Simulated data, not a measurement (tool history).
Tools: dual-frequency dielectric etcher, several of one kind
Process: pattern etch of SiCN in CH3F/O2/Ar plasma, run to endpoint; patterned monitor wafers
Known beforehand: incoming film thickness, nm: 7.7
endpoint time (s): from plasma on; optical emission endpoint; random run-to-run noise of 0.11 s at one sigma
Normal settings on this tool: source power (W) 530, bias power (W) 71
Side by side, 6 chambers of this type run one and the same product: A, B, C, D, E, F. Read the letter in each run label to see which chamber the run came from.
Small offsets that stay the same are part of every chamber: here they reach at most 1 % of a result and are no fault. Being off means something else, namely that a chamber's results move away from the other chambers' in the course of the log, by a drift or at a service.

run 1B hour=14.3 | source_power_(W)=530 bias_power_(W)=71 | endpoint_time_(s)=18.565
run 2E hour=26.3 | source_power_(W)=530 bias_power_(W)=71 | endpoint_time_(s)=18.668
run 3D hour=37.8 | source_power_(W)=530 bias_power_(W)=71 | endpoint_time_(s)=18.885
run 4F hour=49.2 | source_power_(W)=530 bias_power_(W)=71 | endpoint_time_(s)=18.457
run 5A hour=63.1 | source_power_(W)=420 bias_power_(W)=71 | endpoint_time_(s)=20.578
run 6C hour=70.4 | source_power_(W)=420 bias_power_(W)=71 | endpoint_time_(s)=20.100
run 7B hour=85.1 | source_power_(W)=420 bias_power_(W)=71 | endpoint_time_(s)=20.163
run 8A hour=98.2 | source_power_(W)=420 bias_power_(W)=71 | endpoint_time_(s)=20.332
run 9E hour=106.5 | source_power_(W)=420 bias_power_(W)=71 | endpoint_time_(s)=20.184
run 10D hour=114.8 | source_power_(W)=420 bias_power_(W)=71 | endpoint_time_(s)=20.569
-- hour=122.7 chamber C: wet clean of the chamber
run 11C hour=125.5 | source_power_(W)=480 bias_power_(W)=57 | endpoint_time_(s)=20.805
run 12F hour=137.4 | source_power_(W)=480 bias_power_(W)=57 | endpoint_time_(s)=20.812
run 13D hour=148.1 | source_power_(W)=480 bias_power_(W)=57 | endpoint_time_(s)=20.933
run 14E hour=156.5 | source_power_(W)=480 bias_power_(W)=57 | endpoint_time_(s)=20.705
run 15B hour=168.8 | source_power_(W)=480 bias_power_(W)=57 | endpoint_time_(s)=20.693
run 16C hour=178.0 | source_power_(W)=480 bias_power_(W)=57 | endpoint_time_(s)=20.980
-- hour=186.9 chamber E: wet clean of the chamber
run 17F hour=193.7 | source_power_(W)=530 bias_power_(W)=71 | endpoint_time_(s)=18.522
run 18A hour=205.8 | source_power_(W)=530 bias_power_(W)=71 | endpoint_time_(s)=18.672
-- hour=219.6 chamber F: bias power generator calibrated
run 19B hour=220.0 | source_power_(W)=530 bias_power_(W)=71 | endpoint_time_(s)=18.417
run 20F hour=230.8 | source_power_(W)=530 bias_power_(W)=83 | endpoint_time_(s)=17.428
run 21E hour=244.7 | source_power_(W)=530 bias_power_(W)=83 | endpoint_time_(s)=17.391
run 22C hour=259.9 | source_power_(W)=530 bias_power_(W)=83 | endpoint_time_(s)=17.593
run 23A hour=267.3 | source_power_(W)=530 bias_power_(W)=83 | endpoint_time_(s)=17.587
-- hour=278.5 chamber B: wet clean of the chamber
run 24D hour=283.4 | source_power_(W)=530 bias_power_(W)=83 | endpoint_time_(s)=17.882
run 25D hour=298.8 | source_power_(W)=530 bias_power_(W)=83 | endpoint_time_(s)=17.939
run 26C hour=309.6 | source_power_(W)=530 bias_power_(W)=71 | endpoint_time_(s)=18.434
run 27A hour=325.3 | source_power_(W)=530 bias_power_(W)=71 | endpoint_time_(s)=18.398
-- hour=332.5 chamber B: bias power generator calibrated
run 28E hour=340.1 | source_power_(W)=530 bias_power_(W)=71 | endpoint_time_(s)=18.636
run 29F hour=348.0 | source_power_(W)=530 bias_power_(W)=71 | endpoint_time_(s)=18.553
run 30B hour=356.4 | source_power_(W)=530 bias_power_(W)=71 | endpoint_time_(s)=18.604
run 31E hour=367.0 | source_power_(W)=530 bias_power_(W)=71 | endpoint_time_(s)=18.417
run 32F hour=382.6 | source_power_(W)=530 bias_power_(W)=71 | endpoint_time_(s)=18.500
run 33A hour=398.3 | source_power_(W)=530 bias_power_(W)=71 | endpoint_time_(s)=18.565
-- hour=407.0 chamber F: wet clean of the chamber
run 34D hour=410.1 | source_power_(W)=530 bias_power_(W)=71 | endpoint_time_(s)=19.205
-- hour=412.8 chamber A: wet clean of the chamber
run 35B hour=421.2 | source_power_(W)=530 bias_power_(W)=71 | endpoint_time_(s)=18.516
run 36C hour=429.2 | source_power_(W)=530 bias_power_(W)=71 | endpoint_time_(s)=18.769
run 37E hour=441.2 | source_power_(W)=530 bias_power_(W)=71 | endpoint_time_(s)=18.506
run 38D hour=454.7 | source_power_(W)=530 bias_power_(W)=71 | endpoint_time_(s)=19.428
run 39F hour=463.7 | source_power_(W)=530 bias_power_(W)=71 | endpoint_time_(s)=18.524
run 40C hour=473.9 | source_power_(W)=530 bias_power_(W)=71 | endpoint_time_(s)=18.765
run 41A hour=487.5 | source_power_(W)=530 bias_power_(W)=71 | endpoint_time_(s)=18.464
run 42B hour=495.5 | source_power_(W)=530 bias_power_(W)=71 | endpoint_time_(s)=18.578

Is one chamber off against the others, does the gauge drift, or is nothing wrong? If a chamber is off, say which, and what the likeliest cause is.

Chamber D drifts away from the others.
Cause: etch rate under this chamber's usual, % = 4.4.

Chamber D could run next with any of the 4 candidate recipes listed below; each alters the usual settings, and their results appear as question marks. Which one brings its results back in line with what the other chambers deliver on the usual settings?
In-line tolerance around the mean of the other chambers on the usual settings: endpoint time (s) 0.370
run 43D-1 hour=507.1 | source_power_(W)=490 bias_power_(W)=66 | endpoint_time_(s)=?
run 43D-2 hour=507.1 | source_power_(W)=530 bias_power_(W)=82 | endpoint_time_(s)=?
run 43D-3 hour=507.1 | source_power_(W)=600 bias_power_(W)=80 | endpoint_time_(s)=?
run 43D-4 hour=507.1 | source_power_(W)=460 bias_power_(W)=62 | endpoint_time_(s)=?

On the usual settings, the other chambers give on average: endpoint time (s) 18.533
run=43D-1 endpoint_time_(s)=20.693
run=43D-2 endpoint_time_(s)=18.642
run=43D-3 endpoint_time_(s)=17.943
run=43D-4 endpoint_time_(s)=21.647
With 43D-2, the chamber falls back in line with the rest.
